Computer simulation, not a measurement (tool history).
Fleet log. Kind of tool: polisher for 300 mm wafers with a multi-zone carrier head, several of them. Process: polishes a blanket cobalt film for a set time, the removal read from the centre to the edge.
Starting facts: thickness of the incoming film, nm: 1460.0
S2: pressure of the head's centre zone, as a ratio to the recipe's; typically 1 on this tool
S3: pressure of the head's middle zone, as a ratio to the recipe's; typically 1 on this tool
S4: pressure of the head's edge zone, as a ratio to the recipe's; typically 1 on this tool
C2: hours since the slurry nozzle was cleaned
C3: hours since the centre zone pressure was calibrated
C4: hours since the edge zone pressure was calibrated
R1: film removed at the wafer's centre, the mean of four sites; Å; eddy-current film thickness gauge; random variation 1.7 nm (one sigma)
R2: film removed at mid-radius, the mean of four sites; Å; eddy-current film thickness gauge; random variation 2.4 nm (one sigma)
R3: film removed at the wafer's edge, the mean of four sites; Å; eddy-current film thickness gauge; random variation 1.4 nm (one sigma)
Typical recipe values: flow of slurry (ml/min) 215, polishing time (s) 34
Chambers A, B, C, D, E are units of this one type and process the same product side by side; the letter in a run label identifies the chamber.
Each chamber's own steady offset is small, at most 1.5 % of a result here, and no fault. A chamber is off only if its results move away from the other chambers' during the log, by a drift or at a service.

-- day=0.029 chamber D: worn pad replaced by a new one
-- day=0.262 chamber E: worn pad replaced by a new one
run 1E day=0.271 | flow_of_slurry_(ml/min)=215 S2=1 S3=1 S4=1 polishing_time_(s)=34 | wafers_polished_on_this_pad=4 C2=99.5 C3=682.4 C4=413.6 | R1=1923.4 R2=1998.9 R3=1939.5
-- day=0.512 chamber B: slurry nozzle cleaned
run 2B day=0.696 | flow_of_slurry_(ml/min)=215 S2=1 S3=1 S4=1 polishing_time_(s)=34 | wafers_polished_on_this_pad=992 C2=4.5 C3=331.4 C4=208.4 | R1=1931 R2=1926.2 R3=1924.4
-- day=0.712 chamber D: edge zone pressure recalibrated
-- day=0.75 chamber B: worn pad replaced by a new one
-- day=0.996 chamber A: worn pad replaced by a new one
run 3A day=1.092 | flow_of_slurry_(ml/min)=215 S2=1 S3=1 S4=1 polishing_time_(s)=34 | wafers_polished_on_this_pad=35 C2=168.8 C3=1589.6 C4=121.3 | R1=1910.9 R2=1900.8 R3=1927.9
run 4D day=1.362 | flow_of_slurry_(ml/min)=215 S2=1 S3=1 S4=1 polishing_time_(s)=34 | wafers_polished_on_this_pad=487 C2=134.7 C3=831.8 C4=15.6 | R1=1934.6 R2=1927.1 R3=1943.9
-- day=1.717 chamber A: centre zone pressure recalibrated
run 5C day=1.75 | flow_of_slurry_(ml/min)=215 S2=1 S3=1 S4=1 polishing_time_(s)=34 | wafers_polished_on_this_pad=1026 C2=381.2 C3=236.2 C4=635.5 | R1=1908.3 R2=1946.6 R3=1925.5
-- day=1.9 chamber C: worn pad replaced by a new one
-- day=1.95 chamber E: edge zone pressure recalibrated
run 6A day=2.079 | flow_of_slurry_(ml/min)=215 S2=1 S3=1 S4=1 polishing_time_(s)=34 | wafers_polished_on_this_pad=395 C2=192.5 C3=8.8 C4=145 | R1=1926.6 R2=1890.6 R3=1915.6
-- day=2.479 chamber A: slurry nozzle cleaned
run 7D day=2.571 | flow_of_slurry_(ml/min)=215 S2=1 S3=1 S4=1 polishing_time_(s)=34 | wafers_polished_on_this_pad=927 C2=163.7 C3=860.8 C4=44.6 | R1=1957 R2=1931.7 R3=1943.4
-- day=2.612 chamber E: worn pad replaced by a new one
-- day=2.996 chamber D: worn pad replaced by a new one
run 8B day=3.079 | flow_of_slurry_(ml/min)=215 S2=1 S3=1 S4=1 polishing_time_(s)=34 | wafers_polished_on_this_pad=849 C2=61.7 C3=388.6 C4=265.6 | R1=1934 R2=1934.9 R3=1917.2
-- day=3.154 chamber B: worn pad replaced by a new one
-- day=3.325 chamber A: worn pad replaced by a new one
run 9C day=3.538 | flow_of_slurry_(ml/min)=215 S2=1 S3=1 S4=1 polishing_time_(s)=34 | wafers_polished_on_this_pad=596 C2=424.1 C3=279.1 C4=678.4 | R1=1923.3 R2=1938.8 R3=1926.1
run 10E day=4.067 | flow_of_slurry_(ml/min)=215 S2=1 S3=1 S4=1 polishing_time_(s)=34 | wafers_polished_on_this_pad=531 C2=190.6 C3=773.5 C4=50.9 | R1=1930.6 R2=1954.1 R3=1917.9
-- day=4.367 chamber C: worn pad replaced by a new one
run 11E day=4.579 | flow_of_slurry_(ml/min)=180 S2=1 S3=1 S4=1.11 polishing_time_(s)=34 | wafers_polished_on_this_pad=718 C2=202.9 C3=785.8 C4=63.2 | R1=1841.2 R2=1854 R3=1958.4
-- day=4.658 chamber C: slurry nozzle cleaned
run 12A day=5.021 | flow_of_slurry_(ml/min)=180 S2=1 S3=1 S4=1.11 polishing_time_(s)=34 | wafers_polished_on_this_pad=618 C2=61 C3=79.4 C4=215.6 | R1=1810.4 R2=1863.1 R3=1985.2
-- day=5.233 chamber B: edge zone pressure recalibrated
-- day=5.371 chamber D: worn pad replaced by a new one
-- day=5.396 chamber E: worn pad replaced by a new one
run 13C day=5.429 | flow_of_slurry_(ml/min)=180 S2=1 S3=1 S4=1.11 polishing_time_(s)=34 | wafers_polished_on_this_pad=387 C2=18.6 C3=324.5 C4=723.8 | R1=1853.1 R2=1882.2 R3=1989.1
run 14D day=5.708 | flow_of_slurry_(ml/min)=180 S2=1 S3=1 S4=1.11 polishing_time_(s)=34 | wafers_polished_on_this_pad=123 C2=239 C3=936.1 C4=119.9 | R1=1869.8 R2=1835.6 R3=2020.7
-- day=5.729 chamber A: worn pad replaced by a new one
-- day=5.896 chamber B: worn pad replaced by a new one
run 15B day=5.996 | flow_of_slurry_(ml/min)=180 S2=1 S3=1 S4=1.11 polishing_time_(s)=34 | wafers_polished_on_this_pad=37 C2=131.7 C3=458.6 C4=18.3 | R1=1861.1 R2=1905.7 R3=2021.7
-- day=6.079 chamber C: centre zone pressure recalibrated
run 16A day=6.45 | flow_of_slurry_(ml/min)=215 S2=1 S3=1 S4=1 polishing_time_(s)=34 | wafers_polished_on_this_pad=263 C2=95.3 C3=113.7 C4=249.9 | R1=1897.7 R2=1910.8 R3=1931.2
-- day=6.538 chamber D: centre zone pressure recalibrated
-- day=6.925 chamber C: worn pad replaced by a new one
run 17B day=7.004 | flow_of_slurry_(ml/min)=215 S2=1 S3=1 S4=1 polishing_time_(s)=34 | wafers_polished_on_this_pad=404 C2=155.9 C3=482.8 C4=42.5 | R1=1917.4 R2=1897.2 R3=1925.2
run 18D day=7.388 | flow_of_slurry_(ml/min)=215 S2=1 S3=1 S4=1 polishing_time_(s)=34 | wafers_polished_on_this_pad=735 C2=279.3 C3=20.5 C4=160.2 | R1=1929 R2=1918.9 R3=1910.5
run 19C day=7.925 | flow_of_slurry_(ml/min)=215 S2=1 S3=1 S4=1 polishing_time_(s)=34 | wafers_polished_on_this_pad=364 C2=78.5 C3=44.3 C4=783.7 | R1=1733.9 R2=1895.3 R3=1942.2
-- day=8.238 chamber D: worn pad replaced by a new one
-- day=8.288 chamber E: worn pad replaced by a new one
run 20E day=8.462 | flow_of_slurry_(ml/min)=215 S2=1 S3=1 S4=1 polishing_time_(s)=34 | wafers_polished_on_this_pad=64 C2=296.1 C3=879 C4=156.4 | R1=1917.2 R2=1947.8 R3=1918
-- day=8.529 chamber A: worn pad replaced by a new one
run 21C day=8.775 | flow_of_slurry_(ml/min)=215 S2=1 S3=1 S4=1 polishing_time_(s)=34 | wafers_polished_on_this_pad=674 C2=98.9 C3=64.7 C4=804.1 | R1=1744.2 R2=1959.5 R3=1927.7
-- day=8.808 chamber B: worn pad replaced by a new one
run 22E day=9.154 | flow_of_slurry_(ml/min)=215 S2=1 S3=1 S4=1 polishing_time_(s)=34 | wafers_polished_on_this_pad=316 C2=312.7 C3=895.6 C4=173 | R1=1941.5 R2=1967.6 R3=1913.5
-- day=9.192 chamber C: worn pad replaced by a new one
run 23B day=9.746 | flow_of_slurry_(ml/min)=215 S2=1 S3=1 S4=1 polishing_time_(s)=34 | wafers_polished_on_this_pad=342 C2=221.7 C3=548.6 C4=108.3 | R1=1936.4 R2=1928.4 R3=1905.8
run 24A day=10.108 | flow_of_slurry_(ml/min)=215 S2=1 S3=1 S4=1 polishing_time_(s)=34 | wafers_polished_on_this_pad=576 C2=183.1 C3=201.5 C4=337.7 | R1=1915.3 R2=1949.9 R3=1934.7
run 25D day=10.383 | flow_of_slurry_(ml/min)=215 S2=1 S3=0.96 S4=0.95 polishing_time_(s)=34 | wafers_polished_on_this_pad=783 C2=351.2 C3=92.4 C4=232.1 | R1=1921.4 R2=1850.7 R3=1881.2
-- day=10.608 chamber E: worn pad replaced by a new one
run 26A day=10.758 | flow_of_slurry_(ml/min)=215 S2=1 S3=0.96 S4=0.95 polishing_time_(s)=34 | wafers_polished_on_this_pad=812 C2=198.7 C3=217.1 C4=353.3 | R1=1920 R2=1832.2 R3=1852
run 27E day=11.204 | flow_of_slurry_(ml/min)=215 S2=1 S3=0.96 S4=0.95 polishing_time_(s)=34 | wafers_polished_on_this_pad=217 C2=361.9 C3=944.8 C4=222.2 | R1=1943.8 R2=1855 R3=1858
-- day=11.312 chamber D: worn pad replaced by a new one
-- day=11.45 chamber B: worn pad replaced by a new one
run 28B day=11.55 | flow_of_slurry_(ml/min)=215 S2=1 S3=0.96 S4=0.95 polishing_time_(s)=34 | wafers_polished_on_this_pad=37 C2=265 C3=591.9 C4=151.6 | R1=1910.1 R2=1826.7 R3=1885.4
-- day=11.721 chamber B: slurry nozzle cleaned
-- day=12.054 chamber C: worn pad replaced by a new one
run 29D day=12.162 | flow_of_slurry_(ml/min)=215 S2=1 S3=0.96 S4=0.95 polishing_time_(s)=34 | wafers_polished_on_this_pad=310 C2=393.9 C3=135.1 C4=274.8 | R1=1910 R2=1892.6 R3=1897.6
run 30C day=12.525 | flow_of_slurry_(ml/min)=215 S2=1 S3=1 S4=1 polishing_time_(s)=34 | wafers_polished_on_this_pad=172 C2=188.9 C3=154.7 C4=894.1 | R1=1752.7 R2=1959.1 R3=1913.5
run 31D day=12.842 | flow_of_slurry_(ml/min)=215 S2=1 S3=1 S4=1 polishing_time_(s)=34 | wafers_polished_on_this_pad=558 C2=410.2 C3=151.4 C4=291.1 | R1=1935.9 R2=1936.7 R3=1921.2
run 32B day=13.262 | flow_of_slurry_(ml/min)=215 S2=1 S3=1 S4=1 polishing_time_(s)=34 | wafers_polished_on_this_pad=661 C2=37 C3=633 C4=192.7 | R1=1932 R2=1971.2 R3=1923.1

For the next run the whole fleet of 5 chambers uses the same settings. Give each chamber's results:
run 33A day=13.7 | flow_of_slurry_(ml/min)=215 S2=1 S3=1 S4=1 polishing_time_(s)=34 | R1=? R2=? R3=?
run 33B day=13.7 | flow_of_slurry_(ml/min)=215 S2=1 S3=1 S4=1 polishing_time_(s)=34 | R1=? R2=? R3=?
run 33C day=13.7 | flow_of_slurry_(ml/min)=215 S2=1 S3=1 S4=1 polishing_time_(s)=34 | R1=? R2=? R3=?
run 33D day=13.7 | flow_of_slurry_(ml/min)=215 S2=1 S3=1 S4=1 polishing_time_(s)=34 | R1=? R2=? R3=?
run 33E day=13.7 | flow_of_slurry_(ml/min)=215 S2=1 S3=1 S4=1 polishing_time_(s)=34 | R1=? R2=? R3=?

run=33A R1=1876.1 R2=1873.9 R3=1903.3
run=33B R1=1906.3 R2=1907.3 R3=1940.1
run=33C R1=1764.7 R2=1986.1 R3=1923.6
run=33D R1=1890.1 R2=1880.2 R3=1915.3
run=33E R1=1904 R2=1912.2 R3=1907.1
